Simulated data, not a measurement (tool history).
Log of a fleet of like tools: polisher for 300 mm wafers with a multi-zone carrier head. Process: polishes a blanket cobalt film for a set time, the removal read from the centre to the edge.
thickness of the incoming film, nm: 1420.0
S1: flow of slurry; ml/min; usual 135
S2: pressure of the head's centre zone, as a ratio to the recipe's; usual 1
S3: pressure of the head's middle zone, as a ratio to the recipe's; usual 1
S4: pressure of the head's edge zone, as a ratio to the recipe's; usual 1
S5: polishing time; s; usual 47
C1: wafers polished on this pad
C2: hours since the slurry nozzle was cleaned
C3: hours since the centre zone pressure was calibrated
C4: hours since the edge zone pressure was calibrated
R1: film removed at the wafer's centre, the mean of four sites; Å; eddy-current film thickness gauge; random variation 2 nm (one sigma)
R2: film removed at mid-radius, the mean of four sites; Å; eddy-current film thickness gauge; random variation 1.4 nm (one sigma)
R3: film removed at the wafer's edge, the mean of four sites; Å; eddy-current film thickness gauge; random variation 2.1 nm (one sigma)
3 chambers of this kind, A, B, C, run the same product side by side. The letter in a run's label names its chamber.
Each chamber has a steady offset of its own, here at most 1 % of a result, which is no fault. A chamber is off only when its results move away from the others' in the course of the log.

run,hour,S1,S2,S3,S4,S5,C1,C2,C3,C4,R1,R2,R3
1C,2.5,135,1,1,1,47,156,283.8,752.3,176.9,1727.3,1716.4,1703.4
2A,5.6,135,1,1,1,47,504,374.4,508.3,1190.2,1700.4,1713.3,1730
3B,9.4,135,1,1,1,47,993,227.2,794.1,438.2,1709.3,1753.3,1762.7
# hour 10.9: chamber A: worn pad replaced by a new one
4A,13.8,135,1,1,1,47,38,382.6,516.5,1198.4,1684.2,1701.1,1718.6
5B,17,135,1,1,1,47,1093,234.8,801.7,445.8,1750.3,1710.9,1690.7
6C,20.7,135,1,1,1,47,396,302,770.5,195.1,1683,1713.6,1684.4
# hour 21.1: chamber A: slurry nozzle cleaned
# hour 24.2: chamber B: worn pad replaced by a new one
7A,24.7,135,1,1,1,47,181,3.6,527.4,1209.3,1721.3,1721.6,1763
8C,27.3,135,0.94,1,1,33,482,308.6,777.1,201.7,1127.5,1212.9,1217.7
9B,30.2,135,0.94,1,1,33,79,248,814.9,459,1149.8,1209.7,1203.4
10A,34.3,135,0.94,1,1,33,307,13.2,537,1218.9,1106.9,1208.6,1219.6
# hour 35: chamber A: edge zone pressure recalibrated
# hour 35.2: chamber B: slurry nozzle cleaned
11C,37.5,135,1,1,1,47,616,318.8,787.3,211.9,1708,1718.5,1730.1
12B,41.9,135,1,1,1,47,233,6.8,826.6,470.7,1735.1,1690.3,1733.8
13B,45.3,170,0.94,1,1,47,277,10.2,830,474.1,1704.1,1775.4,1769
14C,49,170,0.94,1,1,47,767,330.3,798.8,223.4,1672.4,1788.5,1766.1
15A,51.1,170,0.94,1,1,47,528,30,553.8,16.2,1668.1,1804.3,1818.4
16A,53.8,135,1,1,1,47,564,32.7,556.5,18.9,1665.2,1712.7,1715
17B,56.2,135,1,1,1,47,421,21.1,840.9,485,1706.4,1703.9,1721.5
18C,60.7,135,1,1,1,47,921,342,810.5,235.1,1709,1694,1676.1
# hour 61.2: chamber B: centre zone pressure recalibrated
# hour 62.9: chamber A: worn pad replaced by a new one
19B,64.7,135,1,1,1,47,532,29.6,3.5,493.5,1703.3,1717.7,1756.9
20C,67.4,135,1,1,1,47,1009,348.7,817.2,241.8,1682.1,1704.4,1754.4
21A,71.9,175,1,0.89,1,47,118,50.8,574.6,37,1771.1,1616.1,1807.9
22A,76,175,1,0.89,1,47,172,54.9,578.7,41.1,1821,1625.4,1779.2
# hour 76.9: chamber C: worn pad replaced by a new one
# hour 78.4: chamber C: centre zone pressure recalibrated
23C,79.9,175,1,0.89,1,47,40,361.2,1.5,254.3,1754.6,1634.5,1758.8
24B,84.4,135,1,1,1,47,791,49.3,23.2,513.2,1723.8,1731.4,1705.9
25B,87.2,135,1,1,1,47,828,52.1,26,516,1697.3,1707.4,1744.6
26C,90.8,135,1,1,1,47,183,372.1,12.4,265.2,1708.3,1704.5,1704.8
27A,93.9,135,1,1.04,0.91,47,407,72.8,596.6,59,1687.1,1745.6,1644.1
28C,96.3,135,1,1.04,0.91,47,255,377.6,17.9,270.7,1721.4,1791,1662.7
29B,99.5,135,1,1.04,0.91,47,990,64.4,38.3,528.3,1731,1800.7,1637.1
30A,102.8,135,1,1,1,47,524,81.7,605.5,67.9,1685,1715.8,1729.9
31C,106.9,135,1,1,1,47,394,388.2,28.5,281.3,1695.1,1690.7,1721
32B,110.7,135,1,1,1,47,1137,75.6,49.5,539.5,1743.4,1713.2,1713.8

What goes on in this fleet: one chamber off, a drifting gauge, or nothing beyond the chambers' own small offsets? Name the chamber and the cause, if any.

No chamber stands off beyond its own small offset, and the gauge holds steady.
